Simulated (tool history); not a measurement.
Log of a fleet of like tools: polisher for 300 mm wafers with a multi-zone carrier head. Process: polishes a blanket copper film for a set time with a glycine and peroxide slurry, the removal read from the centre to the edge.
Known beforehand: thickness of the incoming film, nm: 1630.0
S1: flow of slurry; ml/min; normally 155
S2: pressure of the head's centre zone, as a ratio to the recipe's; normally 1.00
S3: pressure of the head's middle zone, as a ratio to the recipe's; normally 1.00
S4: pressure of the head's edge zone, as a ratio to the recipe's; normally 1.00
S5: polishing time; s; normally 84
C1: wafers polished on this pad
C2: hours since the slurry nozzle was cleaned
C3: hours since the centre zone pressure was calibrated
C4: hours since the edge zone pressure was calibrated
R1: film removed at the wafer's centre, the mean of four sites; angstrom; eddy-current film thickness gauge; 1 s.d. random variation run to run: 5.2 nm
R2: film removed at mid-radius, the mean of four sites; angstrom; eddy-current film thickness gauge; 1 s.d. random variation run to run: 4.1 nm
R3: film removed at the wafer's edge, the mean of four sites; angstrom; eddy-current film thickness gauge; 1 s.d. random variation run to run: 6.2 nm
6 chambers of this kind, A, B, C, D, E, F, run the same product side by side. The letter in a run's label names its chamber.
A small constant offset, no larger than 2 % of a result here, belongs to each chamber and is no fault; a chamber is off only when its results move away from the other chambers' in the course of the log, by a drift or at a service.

run 1C day=0.367 | S1=155 S2=1.00 S3=1.00 S4=1.00 S5=84 | C1=961 C2=39.1 C3=235.6 C4=210.3 | R1=4742.0 R2=4825.6 R3=4814.9
run 2F day=0.675 | S1=155 S2=1.00 S3=1.00 S4=1.00 S5=84 | C1=810 C2=481.2 C3=654.8 C4=518.7 | R1=4760.0 R2=4712.6 R3=4693.6
-- day=0.862 chamber B: centre zone pressure recalibrated
run 3E day=1.071 | S1=155 S2=1.00 S3=1.00 S4=1.00 S5=84 | C1=706 C2=40.4 C3=299.8 C4=70.6 | R1=4698.5 R2=4710.0 R3=4806.3
-- day=1.158 chamber C: worn pad replaced by a new one
run 4A day=1.308 | S1=155 S2=1.00 S3=1.00 S4=1.00 S5=84 | C1=949 C2=152.1 C3=399.1 C4=776.5 | R1=4838.9 R2=4771.8 R3=4789.7
run 5B day=1.679 | S1=155 S2=1.00 S3=1.00 S4=1.00 S5=84 | C1=981 C2=180.5 C3=19.7 C4=872.3 | R1=4763.9 R2=4800.4 R3=4751.6
-- day=1.775 chamber A: worn pad replaced by a new one
-- day=1.867 chamber F: worn pad replaced by a new one
run 6D day=1.888 | S1=155 S2=1.00 S3=1.00 S4=1.00 S5=84 | C1=682 C2=390.2 C3=697.0 C4=540.1 | R1=4747.9 R2=4734.5 R3=4749.9
-- day=2.121 chamber D: worn pad replaced by a new one
run 7C day=2.238 | S1=155 S2=1.00 S3=1.00 S4=1.00 S5=84 | C1=232 C2=84.0 C3=280.5 C4=255.2 | R1=4703.7 R2=4830.6 R3=4632.0
-- day=2.242 chamber B: worn pad replaced by a new one
run 8B day=2.450 | S1=155 S2=1.00 S3=1.00 S4=1.00 S5=84 | C1=45 C2=199.0 C3=38.2 C4=890.8 | R1=4747.9 R2=4719.3 R3=4740.2
-- day=2.508 chamber B: edge zone pressure recalibrated
-- day=2.625 chamber B: slurry nozzle cleaned
run 9F day=2.696 | S1=155 S2=1.00 S3=1.00 S4=1.00 S5=84 | C1=179 C2=529.7 C3=703.3 C4=567.2 | R1=4656.4 R2=4772.7 R3=4742.2
run 10E day=2.988 | S1=155 S2=1.00 S3=1.00 S4=1.00 S5=84 | C1=1119 C2=86.4 C3=345.8 C4=116.6 | R1=4650.9 R2=4663.2 R3=4704.4
-- day=3.150 chamber E: worn pad replaced by a new one
-- day=3.262 chamber A: edge zone pressure recalibrated
run 11D day=3.354 | S1=155 S2=1.00 S3=1.00 S4=1.00 S5=84 | C1=266 C2=425.4 C3=732.2 C4=575.3 | R1=4653.4 R2=4785.1 R3=4775.5
run 12A day=3.558 | S1=155 S2=1.00 S3=1.00 S4=1.00 S5=112 | C1=385 C2=206.1 C3=453.1 C4=7.2 | R1=6418.4 R2=6353.6 R3=6292.4
run 13E day=3.875 | S1=155 S2=1.00 S3=1.00 S4=1.00 S5=112 | C1=156 C2=107.7 C3=367.1 C4=137.9 | R1=6329.0 R2=6244.1 R3=6182.3
-- day=3.904 chamber D: edge zone pressure recalibrated
run 14B day=4.083 | S1=155 S2=1.00 S3=1.00 S4=1.00 S5=112 | C1=397 C2=35.0 C3=77.4 C4=37.9 | R1=6327.6 R2=6425.8 R3=6319.6
run 15C day=4.429 | S1=155 S2=1.00 S3=1.00 S4=1.00 S5=112 | C1=705 C2=136.6 C3=333.1 C4=307.8 | R1=6380.8 R2=6382.9 R3=6296.1
run 16F day=4.708 | S1=155 S2=1.00 S3=1.00 S4=1.00 S5=112 | C1=613 C2=578.0 C3=751.6 C4=615.5 | R1=6289.6 R2=6359.6 R3=6368.6
run 17A day=4.908 | S1=155 S2=1.00 S3=1.00 S4=1.00 S5=112 | C1=675 C2=238.5 C3=485.5 C4=39.6 | R1=6416.3 R2=6295.0 R3=6061.9
run 18D day=5.258 | S1=155 S2=1.05 S3=1.06 S4=1.00 S5=84 | C1=676 C2=471.1 C3=777.9 C4=32.6 | R1=5084.9 R2=5053.6 R3=4747.0
run 19F day=5.488 | S1=155 S2=1.05 S3=1.06 S4=1.00 S5=84 | C1=780 C2=596.7 C3=770.3 C4=634.2 | R1=4947.3 R2=4970.4 R3=4860.0
-- day=5.575 chamber C: worn pad replaced by a new one
-- day=5.838 chamber D: worn pad replaced by a new one
run 20C day=5.858 | S1=155 S2=1.05 S3=1.06 S4=1.00 S5=84 | C1=61 C2=170.9 C3=367.4 C4=342.1 | R1=5001.6 R2=5163.1 R3=4722.3
run 21E day=6.142 | S1=155 S2=1.05 S3=1.06 S4=1.00 S5=84 | C1=645 C2=162.1 C3=421.5 C4=192.3 | R1=4898.5 R2=5036.2 R3=4735.6
run 22A day=6.583 | S1=155 S2=1.05 S3=1.06 S4=1.00 S5=84 | C1=1036 C2=278.7 C3=525.7 C4=79.8 | R1=5042.6 R2=5045.8 R3=4710.9
-- day=6.700 chamber A: worn pad replaced by a new one
run 23B day=6.850 | S1=155 S2=1.05 S3=1.06 S4=1.00 S5=84 | C1=993 C2=101.4 C3=143.8 C4=104.3 | R1=5079.3 R2=5055.4 R3=4680.5
run 24D day=7.108 | S1=155 S2=1.11 S3=1.00 S4=1.00 S5=84 | C1=274 C2=515.5 C3=822.3 C4=77.0 | R1=5277.0 R2=4725.0 R3=4799.7
run 25B day=7.500 | S1=155 S2=1.11 S3=1.00 S4=1.00 S5=84 | C1=1133 C2=117.0 C3=159.4 C4=119.9 | R1=5263.8 R2=4781.7 R3=4703.4
-- day=7.754 chamber F: worn pad replaced by a new one
run 26E day=7.846 | S1=155 S2=1.11 S3=1.00 S4=1.00 S5=84 | C1=1012 C2=203.0 C3=462.4 C4=233.2 | R1=5206.6 R2=4716.0 R3=4875.3
-- day=7.908 chamber D: centre zone pressure recalibrated
-- day=8.008 chamber B: worn pad replaced by a new one
run 27F day=8.242 | S1=155 S2=1.11 S3=1.00 S4=1.00 S5=84 | C1=105 C2=662.8 C3=836.4 C4=700.3 | R1=5373.7 R2=4780.5 R3=4721.7
run 28A day=8.612 | S1=155 S2=1.11 S3=1.00 S4=1.00 S5=84 | C1=412 C2=327.4 C3=574.4 C4=128.5 | R1=5496.8 R2=4796.3 R3=4681.7
run 29D day=8.954 | S1=155 S2=1.11 S3=1.00 S4=1.00 S5=84 | C1=671 C2=559.8 C3=25.1 C4=121.3 | R1=5261.3 R2=4650.7 R3=4643.8
-- day=8.962 chamber E: worn pad replaced by a new one
-- day=9.112 chamber D: worn pad replaced by a new one
run 30C day=9.258 | S1=155 S2=1.00 S3=1.00 S4=1.00 S5=84 | C1=793 C2=252.5 C3=449.0 C4=423.7 | R1=4734.8 R2=4809.2 R3=4709.9
run 31D day=9.612 | S1=155 S2=1.00 S3=1.00 S4=1.00 S5=84 | C1=107 C2=575.6 C3=40.9 C4=137.1 | R1=4592.1 R2=4617.5 R3=4602.0
run 32F day=9.938 | S1=155 S2=1.00 S3=1.00 S4=1.00 S5=84 | C1=470 C2=703.5 C3=877.1 C4=741.0 | R1=4713.5 R2=4761.7 R3=4680.5
run 33E day=10.312 | S1=155 S2=1.00 S3=1.00 S4=1.00 S5=84 | C1=291 C2=262.2 C3=521.6 C4=292.4 | R1=4709.2 R2=4747.1 R3=4641.4
-- day=10.438 chamber C: worn pad replaced by a new one
run 34B day=10.596 | S1=155 S2=1.00 S3=1.00 S4=0.96 S5=100 | C1=557 C2=191.3 C3=233.7 C4=194.2 | R1=5756.7 R2=5716.4 R3=5451.8
run 35C day=10.892 | S1=155 S2=1.00 S3=1.00 S4=0.96 S5=100 | C1=98 C2=291.7 C3=488.2 C4=462.9 | R1=5669.7 R2=5682.6 R3=5441.8
-- day=11.033 chamber A: centre zone pressure recalibrated
run 36A day=11.283 | S1=155 S2=1.00 S3=1.00 S4=0.96 S5=100 | C1=988 C2=391.5 C3=6.0 C4=192.6 | R1=5627.1 R2=5643.1 R3=5426.0
run 37D day=11.625 | S1=155 S2=1.00 S3=1.00 S4=0.96 S5=100 | C1=541 C2=623.9 C3=89.2 C4=185.4 | R1=5290.9 R2=5332.5 R3=5407.2
run 38B day=11.971 | S1=155 S2=1.00 S3=1.00 S4=0.96 S5=100 | C1=854 C2=224.3 C3=266.7 C4=227.2 | R1=5608.1 R2=5818.5 R3=5339.4
run 39F day=12.188 | S1=155 S2=1.00 S3=1.00 S4=0.96 S5=100 | C1=955 C2=757.5 C3=931.1 C4=795.0 | R1=5641.7 R2=5723.2 R3=5607.1
run 40C day=12.412 | S1=155 S2=1.00 S3=1.00 S4=1.00 S5=84 | C1=426 C2=328.2 C3=524.7 C4=499.4 | R1=4788.5 R2=4783.6 R3=4745.2
-- day=12.733 chamber A: worn pad replaced by a new one
run 41E day=12.746 | S1=155 S2=1.00 S3=1.00 S4=1.00 S5=84 | C1=815 C2=320.6 C3=580.0 C4=350.8 | R1=4695.1 R2=4771.0 R3=4674.3
run 42A day=13.121 | S1=155 S2=1.00 S3=1.00 S4=1.00 S5=84 | C1=83 C2=435.6 C3=50.1 C4=236.7 | R1=4786.1 R2=4754.1 R3=4665.2
run 43A day=13.492 | S1=155 S2=1.00 S3=1.00 S4=1.00 S5=84 | C1=163 C2=444.5 C3=59.0 C4=245.6 | R1=4776.8 R2=4778.4 R3=4633.6

Is one chamber out of step, is the gauge drifting, or do the chambers differ by no more than their own small offsets? For an off chamber, give its letter and the likeliest cause.

Chamber D drifts away from the others.
What lies behind it: slurry flow missing at the pad, % = 28.

Here are 4 candidates for chamber D's next run, each the usual settings with a change, their results left as question marks. Which one brings its results back in line with what the others give on the usual settings?
In line means no further than this from the other chambers' mean on the usual settings: R1 180.0 angstrom; R2 140.0 angstrom; R3 220.0 angstrom
run 44D-1 day=13.821 | S1=160 S2=1.02 S3=1.03 S4=0.98 S5=88 | R1=? R2=? R3=?
run 44D-2 day=13.821 | S1=150 S2=0.98 S3=0.97 S4=1.02 S5=80 | R1=? R2=? R3=?
run 44D-3 day=13.821 | S1=155 S2=1.01 S3=1.01 S4=0.99 S5=85 | R1=? R2=? R3=?
run 44D-4 day=13.821 | S1=155 S2=0.99 S3=0.99 S4=1.01 S5=83 | R1=? R2=? R3=?

The mean the other chambers reach with the usual settings: R1 4748.3 angstrom; R2 4782.0 angstrom; R3 4728.4 angstrom
run=44D-1 R1=4729.7 R2=4795.5 R3=4718.4
run=44D-2 R1=4038.9 R2=4059.2 R3=4335.4
run=44D-3 R1=4478.4 R2=4513.3 R3=4558.0
run=44D-4 R1=4278.7 R2=4327.3 R3=4499.4
The right change is 44D-1: it brings the chamber back within the allowed miss of the others.
